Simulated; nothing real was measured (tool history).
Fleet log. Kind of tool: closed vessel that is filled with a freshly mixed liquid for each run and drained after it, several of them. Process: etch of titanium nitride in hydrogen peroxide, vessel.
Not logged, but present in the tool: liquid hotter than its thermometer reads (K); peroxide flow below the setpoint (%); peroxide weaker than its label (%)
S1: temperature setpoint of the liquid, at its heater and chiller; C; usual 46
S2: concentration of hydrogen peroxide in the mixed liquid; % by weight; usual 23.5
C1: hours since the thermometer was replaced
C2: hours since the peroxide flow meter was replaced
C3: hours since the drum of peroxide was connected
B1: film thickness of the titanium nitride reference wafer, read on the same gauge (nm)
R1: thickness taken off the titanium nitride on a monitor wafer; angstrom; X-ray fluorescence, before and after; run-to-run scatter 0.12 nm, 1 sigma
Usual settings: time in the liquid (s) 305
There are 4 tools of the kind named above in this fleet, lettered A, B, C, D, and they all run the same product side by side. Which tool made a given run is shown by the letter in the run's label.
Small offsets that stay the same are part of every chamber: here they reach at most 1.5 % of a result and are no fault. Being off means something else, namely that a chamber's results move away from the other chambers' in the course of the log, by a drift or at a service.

{"run": "1C", "hour": 10.1, "S1": 46, "S2": 23.5, "time in the liquid (s)": 305, "C1": 1184.9, "C2": 312.1, "C3": 444.9, "B1": 79.981, "R1": 191.75}
{"hour": 15.4, "done": "chamber D: new drum of peroxide connected"}
{"run": "2D", "hour": 21.6, "S1": 46, "S2": 23.5, "time in the liquid (s)": 305, "C1": 147, "C2": 1834.3, "C3": 6.2, "B1": 80.009, "R1": 197.41}
{"run": "3A", "hour": 30.7, "S1": 46, "S2": 23.5, "time in the liquid (s)": 305, "C1": 1049.3, "C2": 1132.6, "C3": 175.7, "B1": 80.041, "R1": 192.6}
{"run": "4B", "hour": 42.7, "S1": 46, "S2": 23.5, "time in the liquid (s)": 305, "C1": 325.6, "C2": 101.1, "C3": 257.5, "B1": 80.002, "R1": 196.15}
{"hour": 47.6, "done": "chamber C: new drum of peroxide connected"}
{"run": "5A", "hour": 51.5, "S1": 46, "S2": 23.5, "time in the liquid (s)": 305, "C1": 1070.1, "C2": 1153.4, "C3": 196.5, "B1": 80.029, "R1": 194.42}
{"run": "6D", "hour": 59.4, "S1": 46, "S2": 23.5, "time in the liquid (s)": 305, "C1": 184.8, "C2": 1872.1, "C3": 44, "B1": 80.011, "R1": 194.51}
{"run": "7B", "hour": 65.7, "S1": 46, "S2": 23.5, "time in the liquid (s)": 305, "C1": 348.6, "C2": 124.1, "C3": 280.5, "B1": 80.027, "R1": 192.42}
{"run": "8C", "hour": 78.3, "S1": 46, "S2": 23.5, "time in the liquid (s)": 135, "C1": 1253.1, "C2": 380.3, "C3": 30.8, "B1": 79.979, "R1": 85.532}
{"run": "9B", "hour": 91.9, "S1": 46, "S2": 23.5, "time in the liquid (s)": 135, "C1": 374.8, "C2": 150.3, "C3": 306.7, "B1": 80.017, "R1": 85.635}
{"run": "10C", "hour": 99.0, "S1": 46, "S2": 23.5, "time in the liquid (s)": 135, "C1": 1273.8, "C2": 401, "C3": 51.5, "B1": 79.999, "R1": 86.616}
{"run": "11D", "hour": 111.6, "S1": 46, "S2": 23.5, "time in the liquid (s)": 135, "C1": 237, "C2": 1924.3, "C3": 96.2, "B1": 79.94, "R1": 85.801}
{"run": "12A", "hour": 122.5, "S1": 46, "S2": 23.5, "time in the liquid (s)": 305, "C1": 1141.1, "C2": 1224.4, "C3": 267.5, "B1": 79.995, "R1": 194.86}
{"run": "13B", "hour": 132.0, "S1": 46, "S2": 23.5, "time in the liquid (s)": 305, "C1": 414.9, "C2": 190.4, "C3": 346.8, "B1": 79.974, "R1": 194.35}
{"run": "14A", "hour": 141.1, "S1": 46, "S2": 23.5, "time in the liquid (s)": 305, "C1": 1159.7, "C2": 1243, "C3": 286.1, "B1": 80.031, "R1": 192.04}
{"run": "15D", "hour": 150.7, "S1": 46, "S2": 23.5, "time in the liquid (s)": 305, "C1": 276.1, "C2": 1963.4, "C3": 135.3, "B1": 80.008, "R1": 196.29}
{"run": "16C", "hour": 160.0, "S1": 46, "S2": 23.5, "time in the liquid (s)": 305, "C1": 1334.8, "C2": 462, "C3": 112.5, "B1": 80.019, "R1": 191.49}
{"hour": 167.2, "done": "chamber A: peroxide flow meter replaced"}
{"run": "17C", "hour": 167.3, "S1": 46, "S2": 23.5, "time in the liquid (s)": 305, "C1": 1342.1, "C2": 469.3, "C3": 119.8, "B1": 79.993, "R1": 194.8}
{"run": "18A", "hour": 178.5, "S1": 46, "S2": 23.5, "time in the liquid (s)": 305, "C1": 1197.1, "C2": 11.3, "C3": 323.5, "B1": 79.979, "R1": 193.65}
{"run": "19B", "hour": 185.0, "S1": 46, "S2": 23.5, "time in the liquid (s)": 305, "C1": 467.9, "C2": 243.4, "C3": 399.8, "B1": 79.96, "R1": 195.5}
{"run": "20D", "hour": 195.4, "S1": 46, "S2": 23.5, "time in the liquid (s)": 305, "C1": 320.8, "C2": 2008.1, "C3": 180, "B1": 80.004, "R1": 196.64}
{"hour": 201.4, "done": "chamber A: thermometer replaced"}
{"run": "21A", "hour": 208.4, "S1": 46, "S2": 23.5, "time in the liquid (s)": 305, "C1": 7, "C2": 41.2, "C3": 353.4, "B1": 79.979, "R1": 193.8}
{"run": "22D", "hour": 220.7, "S1": 46, "S2": 23.5, "time in the liquid (s)": 305, "C1": 346.1, "C2": 2033.4, "C3": 205.3, "B1": 80.002, "R1": 196.23}
{"run": "23B", "hour": 230.4, "S1": 46, "S2": 23.5, "time in the liquid (s)": 305, "C1": 513.3, "C2": 288.8, "C3": 445.2, "B1": 80.061, "R1": 193.02}
{"run": "24C", "hour": 240.5, "S1": 46, "S2": 23.5, "time in the liquid (s)": 305, "C1": 1415.3, "C2": 542.5, "C3": 193, "B1": 80.036, "R1": 192.49}
{"run": "25D", "hour": 253.6, "S1": 46, "S2": 23.5, "time in the liquid (s)": 305, "C1": 379, "C2": 2066.3, "C3": 238.2, "B1": 79.962, "R1": 199.18}
{"run": "26C", "hour": 267.1, "S1": 46, "S2": 23.5, "time in the liquid (s)": 305, "C1": 1441.9, "C2": 569.1, "C3": 219.6, "B1": 79.963, "R1": 192.14}
{"run": "27B", "hour": 277.2, "S1": 46, "S2": 23.5, "time in the liquid (s)": 305, "C1": 560.1, "C2": 335.6, "C3": 492, "B1": 79.976, "R1": 194.63}
{"run": "28A", "hour": 290.0, "S1": 46, "S2": 23.5, "time in the liquid (s)": 305, "C1": 88.6, "C2": 122.8, "C3": 435, "B1": 79.994, "R1": 193.27}
{"run": "29C", "hour": 297.3, "S1": 46, "S2": 23.5, "time in the liquid (s)": 305, "C1": 1472.1, "C2": 599.3, "C3": 249.8, "B1": 79.996, "R1": 190.44}
{"run": "30D", "hour": 309.8, "S1": 46, "S2": 23.5, "time in the liquid (s)": 305, "C1": 435.2, "C2": 2122.5, "C3": 294.4, "B1": 80.002, "R1": 200.67}
{"run": "31B", "hour": 322.8, "S1": 46, "S2": 23.5, "time in the liquid (s)": 305, "C1": 605.7, "C2": 381.2, "C3": 537.6, "B1": 80.003, "R1": 194.16}
{"run": "32A", "hour": 333.0, "S1": 46, "S2": 23.5, "time in the liquid (s)": 305, "C1": 131.6, "C2": 165.8, "C3": 478, "B1": 79.973, "R1": 192.61}
{"run": "33B", "hour": 340.6, "S1": 46, "S2": 23.5, "time in the liquid (s)": 305, "C1": 623.5, "C2": 399, "C3": 555.4, "B1": 79.994, "R1": 193.68}
{"run": "34C", "hour": 353.4, "S1": 38.5, "S2": 29, "time in the liquid (s)": 305, "C1": 1528.2, "C2": 655.4, "C3": 305.9, "B1": 80.028, "R1": 114.33}
{"run": "35A", "hour": 365.8, "S1": 38.5, "S2": 29, "time in the liquid (s)": 305, "C1": 164.4, "C2": 198.6, "C3": 510.8, "B1": 80.012, "R1": 113.53}
{"run": "36D", "hour": 372.4, "S1": 38.5, "S2": 29, "time in the liquid (s)": 305, "C1": 497.8, "C2": 2185.1, "C3": 357, "B1": 80.049, "R1": 119.15}
{"run": "37D", "hour": 379.6, "S1": 38.5, "S2": 29, "time in the liquid (s)": 305, "C1": 505, "C2": 2192.3, "C3": 364.2, "B1": 80.015, "R1": 119.98}
{"run": "38A", "hour": 390.2, "S1": 46, "S2": 23.5, "time in the liquid (s)": 305, "C1": 188.8, "C2": 223, "C3": 535.2, "B1": 80.009, "R1": 194.7}
{"run": "39C", "hour": 397.6, "S1": 46, "S2": 23.5, "time in the liquid (s)": 305, "C1": 1572.4, "C2": 699.6, "C3": 350.1, "B1": 80.001, "R1": 193.5}
{"run": "40B", "hour": 408.5, "S1": 46, "S2": 23.5, "time in the liquid (s)": 305, "C1": 691.4, "C2": 466.9, "C3": 623.3, "B1": 79.966, "R1": 194.25}
{"run": "41C", "hour": 417.6, "S1": 46, "S2": 23.5, "time in the liquid (s)": 305, "C1": 1592.4, "C2": 719.6, "C3": 370.1, "B1": 80.02, "R1": 192.28}
{"run": "42B", "hour": 428.9, "S1": 46, "S2": 23.5, "time in the liquid (s)": 305, "C1": 711.8, "C2": 487.3, "C3": 643.7, "B1": 79.996, "R1": 193.86}
{"run": "43D", "hour": 442.6, "S1": 46, "S2": 23.5, "time in the liquid (s)": 305, "C1": 568, "C2": 2255.3, "C3": 427.2, "B1": 80.011, "R1": 202.18}
{"run": "44A", "hour": 451.2, "S1": 46, "S2": 23.5, "time in the liquid (s)": 305, "C1": 249.8, "C2": 284, "C3": 596.2, "B1": 79.976, "R1": 195.01}

Is one chamber off against the others, does the gauge drift, or is nothing wrong? If a chamber is off, say which, and what the likeliest cause is.

Chamber D drifts away from the others.
Likeliest cause: liquid hotter than its thermometer reads (K) = 0.627.

Below are 4 candidate recipes for chamber D's next run, each the usual settings with a change, their results shown as question marks. Which of them brings D's results back in line with what the other chambers give on the usual settings?
In-line tolerance around the mean of the other chambers on the usual settings: R1 4.2 angstrom
{"run": "45D-1", "hour": 461.1, "S1": 45, "S2": 23.5, "time in the liquid (s)": 295, "R1": "?"}
{"run": "45D-2", "hour": 461.1, "S1": 46, "S2": 23.5, "time in the liquid (s)": 340, "R1": "?"}
{"run": "45D-3", "hour": 461.1, "S1": 45.5, "S2": 23.5, "time in the liquid (s)": 300, "R1": "?"}
{"run": "45D-4", "hour": 461.1, "S1": 46, "S2": 23.5, "time in the liquid (s)": 325, "R1": "?"}

Mean of the other chambers on the usual settings: R1 193.41 angstrom
run=45D-1 R1=183.57
run=45D-2 R1=227.99
run=45D-3 R1=193.88
run=45D-4 R1=217.93
45D-3 is the one that brings the chamber's results back in line with the other chambers.
